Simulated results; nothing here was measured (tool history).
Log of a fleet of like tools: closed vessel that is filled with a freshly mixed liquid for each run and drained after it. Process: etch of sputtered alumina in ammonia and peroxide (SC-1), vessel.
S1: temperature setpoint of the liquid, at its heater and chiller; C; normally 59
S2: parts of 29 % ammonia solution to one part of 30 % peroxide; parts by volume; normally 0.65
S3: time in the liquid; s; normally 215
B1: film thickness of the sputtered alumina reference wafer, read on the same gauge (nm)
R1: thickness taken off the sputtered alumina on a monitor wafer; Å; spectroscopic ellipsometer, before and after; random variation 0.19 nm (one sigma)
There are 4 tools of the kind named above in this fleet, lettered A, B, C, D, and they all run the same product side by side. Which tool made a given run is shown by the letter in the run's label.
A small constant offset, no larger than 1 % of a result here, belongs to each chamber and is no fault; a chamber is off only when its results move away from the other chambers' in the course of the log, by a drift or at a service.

{"run": "1C", "hour": 11.2, "S1": 59, "S2": 0.65, "S3": 215, "B1": 80, "R1": 237.64}
{"run": "2D", "hour": 23.0, "S1": 59, "S2": 0.65, "S3": 215, "B1": 80.019, "R1": 237.71}
{"run": "3B", "hour": 33.2, "S1": 59, "S2": 0.65, "S3": 215, "B1": 80.041, "R1": 235.54}
{"run": "4A", "hour": 45.1, "S1": 59, "S2": 0.65, "S3": 215, "B1": 79.984, "R1": 236.28}
{"run": "5A", "hour": 55.8, "S1": 59, "S2": 0.65, "S3": 215, "B1": 79.993, "R1": 236.54}
{"run": "6C", "hour": 62.7, "S1": 59, "S2": 0.65, "S3": 215, "B1": 80.019, "R1": 233.64}
{"run": "7B", "hour": 73.9, "S1": 59, "S2": 0.65, "S3": 215, "B1": 79.999, "R1": 234.69}
{"hour": 77.2, "done": "chamber A: thermometer replaced"}
{"run": "8D", "hour": 84.7, "S1": 59, "S2": 0.65, "S3": 215, "B1": 80.017, "R1": 231.44}
{"run": "9B", "hour": 94.0, "S1": 59, "S2": 0.65, "S3": 215, "B1": 79.944, "R1": 234.49}
{"run": "10C", "hour": 103.7, "S1": 59, "S2": 0.4, "S3": 315, "B1": 80.023, "R1": 332.03}
{"run": "11A", "hour": 110.1, "S1": 59, "S2": 0.4, "S3": 315, "B1": 80.023, "R1": 335.68}
{"run": "12D", "hour": 117.6, "S1": 59, "S2": 0.4, "S3": 315, "B1": 79.978, "R1": 320.3}
{"hour": 120.8, "done": "chamber B: ammonia flow meter replaced"}
{"run": "13B", "hour": 124.4, "S1": 59, "S2": 0.4, "S3": 315, "B1": 80.025, "R1": 328.71}
{"hour": 127.4, "done": "chamber B: new drum of ammonia solution connected"}
{"run": "14D", "hour": 134.3, "S1": 59, "S2": 0.65, "S3": 215, "B1": 79.997, "R1": 225.6}
{"run": "15A", "hour": 141.2, "S1": 59, "S2": 0.65, "S3": 215, "B1": 80.007, "R1": 241.36}
{"hour": 144.0, "done": "chamber C: new drum of ammonia solution connected"}
{"run": "16C", "hour": 152.6, "S1": 59, "S2": 0.65, "S3": 215, "B1": 80.032, "R1": 238.62}
{"run": "17A", "hour": 163.6, "S1": 59, "S2": 0.65, "S3": 215, "B1": 79.99, "R1": 240.16}
{"run": "18D", "hour": 172.2, "S1": 59, "S2": 0.65, "S3": 215, "B1": 80.009, "R1": 221.92}
{"run": "19B", "hour": 177.9, "S1": 59, "S2": 0.65, "S3": 215, "B1": 79.976, "R1": 235.12}
{"run": "20C", "hour": 190.4, "S1": 59, "S2": 0.65, "S3": 215, "B1": 80.014, "R1": 237.47}
{"run": "21A", "hour": 202.7, "S1": 59, "S2": 0.65, "S3": 215, "B1": 79.983, "R1": 239.62}
{"run": "22D", "hour": 213.8, "S1": 59, "S2": 0.65, "S3": 215, "B1": 79.976, "R1": 223.08}
{"run": "23C", "hour": 223.3, "S1": 59, "S2": 0.65, "S3": 215, "B1": 80.007, "R1": 235.39}
{"run": "24B", "hour": 228.9, "S1": 59, "S2": 0.65, "S3": 215, "B1": 79.964, "R1": 237.63}
{"run": "25C", "hour": 240.9, "S1": 59, "S2": 0.65, "S3": 215, "B1": 79.987, "R1": 237.37}
{"run": "26B", "hour": 252.1, "S1": 59, "S2": 0.85, "S3": 215, "B1": 80.011, "R1": 239.77}
{"run": "27D", "hour": 262.3, "S1": 59, "S2": 0.85, "S3": 215, "B1": 80.011, "R1": 225.04}
{"run": "28A", "hour": 273.0, "S1": 59, "S2": 0.85, "S3": 215, "B1": 79.983, "R1": 247.78}
{"run": "29B", "hour": 278.7, "S1": 59, "S2": 0.85, "S3": 215, "B1": 80.01, "R1": 240.86}

Next, every chamber runs the same settings. What will each give?
{"run": "30A", "hour": 287.7, "S1": 59, "S2": 0.65, "S3": 215, "R1": "?"}
{"run": "30B", "hour": 287.7, "S1": 59, "S2": 0.65, "S3": 215, "R1": "?"}
{"run": "30C", "hour": 287.7, "S1": 59, "S2": 0.65, "S3": 215, "R1": "?"}
{"run": "30D", "hour": 287.7, "S1": 59, "S2": 0.65, "S3": 215, "R1": "?"}

run=30A R1=240.36
run=30B R1=238.38
run=30C R1=237.97
run=30D R1=215.13
